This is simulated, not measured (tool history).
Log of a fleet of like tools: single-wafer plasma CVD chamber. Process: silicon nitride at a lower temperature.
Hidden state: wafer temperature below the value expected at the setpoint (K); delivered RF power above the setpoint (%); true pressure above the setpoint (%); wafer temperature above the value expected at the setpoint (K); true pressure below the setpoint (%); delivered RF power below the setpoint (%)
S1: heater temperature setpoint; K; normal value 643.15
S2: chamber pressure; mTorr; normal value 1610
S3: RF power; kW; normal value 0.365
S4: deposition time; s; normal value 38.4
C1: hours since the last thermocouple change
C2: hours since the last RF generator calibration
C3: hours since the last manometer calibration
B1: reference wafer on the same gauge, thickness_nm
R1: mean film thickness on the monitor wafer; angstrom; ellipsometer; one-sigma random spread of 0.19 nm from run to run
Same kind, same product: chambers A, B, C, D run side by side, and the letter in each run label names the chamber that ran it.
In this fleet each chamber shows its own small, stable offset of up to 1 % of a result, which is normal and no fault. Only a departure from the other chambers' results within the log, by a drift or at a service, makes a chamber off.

run,hour,S1,S2,S3,S4,C1,C2,C3,B1,R1
1D,10.4,643.15,1610,0.365,38.4,259.1,715.7,337.9,47.418,510.6
# hour 14.5: chamber B: capacitance manometer re-zeroed and calibrated
2B,18.7,643.15,1610,0.365,38.4,810.7,1593,4.3,47.412,508.34
3C,31.8,643.15,1610,0.365,38.4,1015.8,379.6,960.7,47.366,511.72
4A,44.6,643.15,1610,0.365,38.4,1363.3,1088.5,835.1,47.384,506.14
5B,57.6,643.15,1610,0.365,38.4,849.6,1631.9,43.2,47.369,509.12
6A,71.8,643.15,1610,0.365,38.4,1390.5,1115.7,862.3,47.437,508.42
7D,81,643.15,1610,0.365,38.4,329.7,786.3,408.5,47.418,509.65
# hour 86.1: chamber B: RF generator calibrated
8C,95.3,643.15,1610,0.365,38.4,1079.3,443.1,1024.2,47.356,512.44
9B,103.6,643.15,1610,0.365,38.4,895.6,17.5,89.2,47.388,509.93
10C,118.6,643.15,1610,0.42,38.4,1102.6,466.4,1047.5,47.374,555.87
11A,126.4,643.15,1610,0.42,38.4,1445.1,1170.3,916.9,47.427,553.39
12D,134.3,643.15,1610,0.42,38.4,383,839.6,461.8,47.425,553.88
13D,144.1,643.15,1610,0.42,38.4,392.8,849.4,471.6,47.367,549.57
14A,152.5,643.15,1610,0.365,38.4,1471.2,1196.4,943,47.394,514.46
15B,166.3,643.15,1610,0.365,38.4,958.3,80.2,151.9,47.39,508.04
16C,177.3,643.15,1610,0.365,38.4,1161.3,525.1,1106.2,47.376,510.31
17D,184.7,643.15,1610,0.365,38.4,433.4,890,512.2,47.386,500.43
18C,194.3,643.15,1610,0.365,38.4,1178.3,542.1,1123.2,47.403,513.59
19B,203.4,643.15,1610,0.365,41.5,995.4,117.3,189,47.438,549.08
20A,213.5,643.15,1610,0.365,41.5,1532.2,1257.4,1004,47.377,549.54
21C,221.4,643.15,1610,0.365,41.5,1205.4,569.2,1150.3,47.422,552.74
22D,233.5,643.15,1610,0.365,41.5,482.2,938.8,561,47.385,536.87
23B,240,643.15,1610,0.365,38.4,1032,153.9,225.6,47.419,509.57
24A,246.8,643.15,1610,0.365,38.4,1565.5,1290.7,1037.3,47.39,508.01
25D,257.5,643.15,1610,0.365,38.4,506.2,962.8,585,47.375,500.91
26A,268.4,643.15,1610,0.365,38.4,1587.1,1312.3,1058.9,47.407,509.53
27C,282.5,643.15,1610,0.365,38.4,1266.5,630.3,1211.4,47.415,511.45
28B,290.3,648.15,1900,0.365,38.4,1082.3,204.2,275.9,47.388,532.19
29A,305,648.15,1900,0.365,38.4,1623.7,1348.9,1095.5,47.376,532.79
30D,312.5,648.15,1900,0.365,38.4,561.2,1017.8,640,47.378,518.09

Is one chamber out of step, is the gauge drifting, or do the chambers differ by no more than their own small offsets? For an off chamber, give its letter and the likeliest cause.

Chamber D drifts away from the others.
What lies behind it: delivered RF power below the setpoint (%) = 5.7.

Here are 4 candidates for chamber D's next run, each the usual settings with a change, their results left as question marks. Which one brings its results back in line with what the others give on the usual settings?
In line here means within this much of the mean the other chambers give on the usual settings: R1 6.6 angstrom
31D-1,323.2,643.15,1610,0.365,38,,,,,?
31D-2,323.2,643.15,1620,0.365,38.8,,,,,?
31D-3,323.2,643.15,1610,0.365,37.1,,,,,?
31D-4,323.2,643.15,1630,0.37,39.2,,,,,?

The mean the other chambers reach with the usual settings: R1 510.43 angstrom
run,R1
31D-1,488.41
31D-2,499.54
31D-3,476.87
31D-4,509.93
It is 31D-4 that realigns the chamber with its peers.

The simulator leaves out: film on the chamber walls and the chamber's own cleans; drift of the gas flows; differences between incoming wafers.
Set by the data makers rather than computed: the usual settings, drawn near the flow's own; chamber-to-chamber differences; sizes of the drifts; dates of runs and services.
